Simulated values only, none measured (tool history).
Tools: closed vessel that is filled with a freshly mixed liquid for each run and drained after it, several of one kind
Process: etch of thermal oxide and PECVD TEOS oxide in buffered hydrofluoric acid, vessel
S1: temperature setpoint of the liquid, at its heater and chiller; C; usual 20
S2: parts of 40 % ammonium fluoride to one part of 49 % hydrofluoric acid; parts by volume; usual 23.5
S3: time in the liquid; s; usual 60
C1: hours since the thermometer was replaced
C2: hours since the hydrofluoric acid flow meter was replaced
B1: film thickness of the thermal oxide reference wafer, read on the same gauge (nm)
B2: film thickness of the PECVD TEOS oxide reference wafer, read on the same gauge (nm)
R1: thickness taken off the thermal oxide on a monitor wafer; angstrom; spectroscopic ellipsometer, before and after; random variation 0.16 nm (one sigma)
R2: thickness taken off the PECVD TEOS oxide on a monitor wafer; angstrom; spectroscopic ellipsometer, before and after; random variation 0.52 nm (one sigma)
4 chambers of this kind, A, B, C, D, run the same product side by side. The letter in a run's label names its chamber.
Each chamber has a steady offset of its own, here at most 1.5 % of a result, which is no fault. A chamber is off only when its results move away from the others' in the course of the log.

run 1A hour=15.1 | S1=20 S2=23.5 S3=60 | C1=1060.8 C2=348.4 | B1=100.01 B2=150 | R1=257.71 R2=838.83
run 2B hour=26.9 | S1=20 S2=23.5 S3=60 | C1=2179.9 C2=1181 | B1=99.976 B2=150.01 | R1=252.68 R2=827.42
run 3C hour=35.3 | S1=20 S2=23.5 S3=60 | C1=1542.2 C2=64.7 | B1=99.997 B2=149.99 | R1=254.2 R2=824.43
run 4D hour=44.6 | S1=20 S2=23.5 S3=60 | C1=805 C2=1064.3 | B1=99.991 B2=149.98 | R1=254.33 R2=817.89
run 5B hour=55.6 | S1=20 S2=23.5 S3=60 | C1=2208.6 C2=1209.7 | B1=99.996 B2=149.99 | R1=252.66 R2=824.18
run 6D hour=63.2 | S1=20 S2=14.5 S3=95 | C1=823.6 C2=1082.9 | B1=100 B2=150 | R1=612.91 R2=1992.9
run 7A hour=72.1 | S1=20 S2=14.5 S3=95 | C1=1117.8 C2=405.4 | B1=99.977 B2=149.99 | R1=628.49 R2=2035
run 8C hour=79.2 | S1=20 S2=14.5 S3=95 | C1=1586.1 C2=108.6 | B1=99.983 B2=150.01 | R1=612.01 R2=2054.6
run 9D hour=94.1 | S1=20 S2=14.5 S3=95 | C1=854.5 C2=1113.8 | B1=100.02 B2=150.01 | R1=608.92 R2=1968.2
run 10A hour=102.7 | S1=20 S2=30 S3=70 | C1=1148.4 C2=436 | B1=100.02 B2=150 | R1=254.48 R2=812.34
run 11C hour=110.4 | S1=20 S2=30 S3=70 | C1=1617.3 C2=139.8 | B1=99.995 B2=150.02 | R1=248.23 R2=817.66
run 12B hour=124.9 | S1=20 S2=30 S3=70 | C1=2277.9 C2=1279 | B1=100.01 B2=150 | R1=247.12 R2=802.08
run 13B hour=131.5 | S1=20 S2=30 S3=70 | C1=2284.5 C2=1285.6 | B1=100.01 B2=150.01 | R1=248.65 R2=805.03
run 14A hour=142 | S1=20 S2=23.5 S3=60 | C1=1187.7 C2=475.3 | B1=100.03 B2=150.01 | R1=256.97 R2=828.25
run 15C hour=156.4 | S1=20 S2=23.5 S3=60 | C1=1663.3 C2=185.8 | B1=100.01 B2=150 | R1=250.96 R2=826.38
run 16D hour=163.4 | S1=20 S2=23.5 S3=60 | C1=923.8 C2=1183.1 | B1=100.01 B2=150 | R1=252.69 R2=825.3
run 17A hour=172.1 | S1=20 S2=23.5 S3=60 | C1=1217.8 C2=505.4 | B1=99.994 B2=150 | R1=255.91 R2=834.19
run 18B hour=185.7 | S1=20 S2=23.5 S3=60 | C1=2338.7 C2=1339.8 | B1=99.999 B2=150.03 | R1=251.88 R2=816.51
run 19C hour=194.2 | S1=20 S2=23.5 S3=35 | C1=1701.1 C2=223.6 | B1=100 B2=150 | R1=146.86 R2=479.64
run 20D hour=209.1 | S1=20 S2=23.5 S3=35 | C1=969.5 C2=1228.8 | B1=100.01 B2=150.01 | R1=148.91 R2=486.18
-- hour=209.4 chamber D: thermometer replaced
run 21A hour=224 | S1=20 S2=23.5 S3=35 | C1=1269.7 C2=557.3 | B1=100 B2=150 | R1=149.94 R2=482.51
run 22C hour=237.3 | S1=20 S2=23.5 S3=35 | C1=1744.2 C2=266.7 | B1=99.983 B2=150.02 | R1=147.98 R2=483.68
run 23D hour=245.8 | S1=20 S2=23.5 S3=60 | C1=36.4 C2=1265.5 | B1=100 B2=149.99 | R1=250.77 R2=828.58
run 24B hour=256.7 | S1=20 S2=23.5 S3=60 | C1=2409.7 C2=1410.8 | B1=99.998 B2=150.04 | R1=254.46 R2=814.97
run 25B hour=269.2 | S1=20 S2=23.5 S3=60 | C1=2422.2 C2=1423.3 | B1=100.01 B2=150.02 | R1=252.91 R2=815.84
run 26C hour=276.9 | S1=20 S2=23.5 S3=60 | C1=1783.8 C2=306.3 | B1=99.995 B2=150.03 | R1=251.47 R2=823.88
run 27A hour=288.1 | S1=20 S2=23.5 S3=60 | C1=1333.8 C2=621.4 | B1=100 B2=149.98 | R1=254.71 R2=835.73
run 28D hour=295.5 | S1=20 S2=23.5 S3=60 | C1=86.1 C2=1315.2 | B1=99.977 B2=149.97 | R1=250.74 R2=830.17
run 29A hour=306 | S1=20 S2=23.5 S3=60 | C1=1351.7 C2=639.3 | B1=99.981 B2=150 | R1=257.84 R2=829.15
run 30D hour=313.3 | S1=20 S2=23.5 S3=60 | C1=103.9 C2=1333 | B1=100.01 B2=149.97 | R1=251.94 R2=832.33

Is one chamber off against the others, does the gauge drift, or is nothing wrong? If a chamber is off, say which, and what the likeliest cause is.

No chamber stands off beyond its own small offset, and the gauge holds steady.

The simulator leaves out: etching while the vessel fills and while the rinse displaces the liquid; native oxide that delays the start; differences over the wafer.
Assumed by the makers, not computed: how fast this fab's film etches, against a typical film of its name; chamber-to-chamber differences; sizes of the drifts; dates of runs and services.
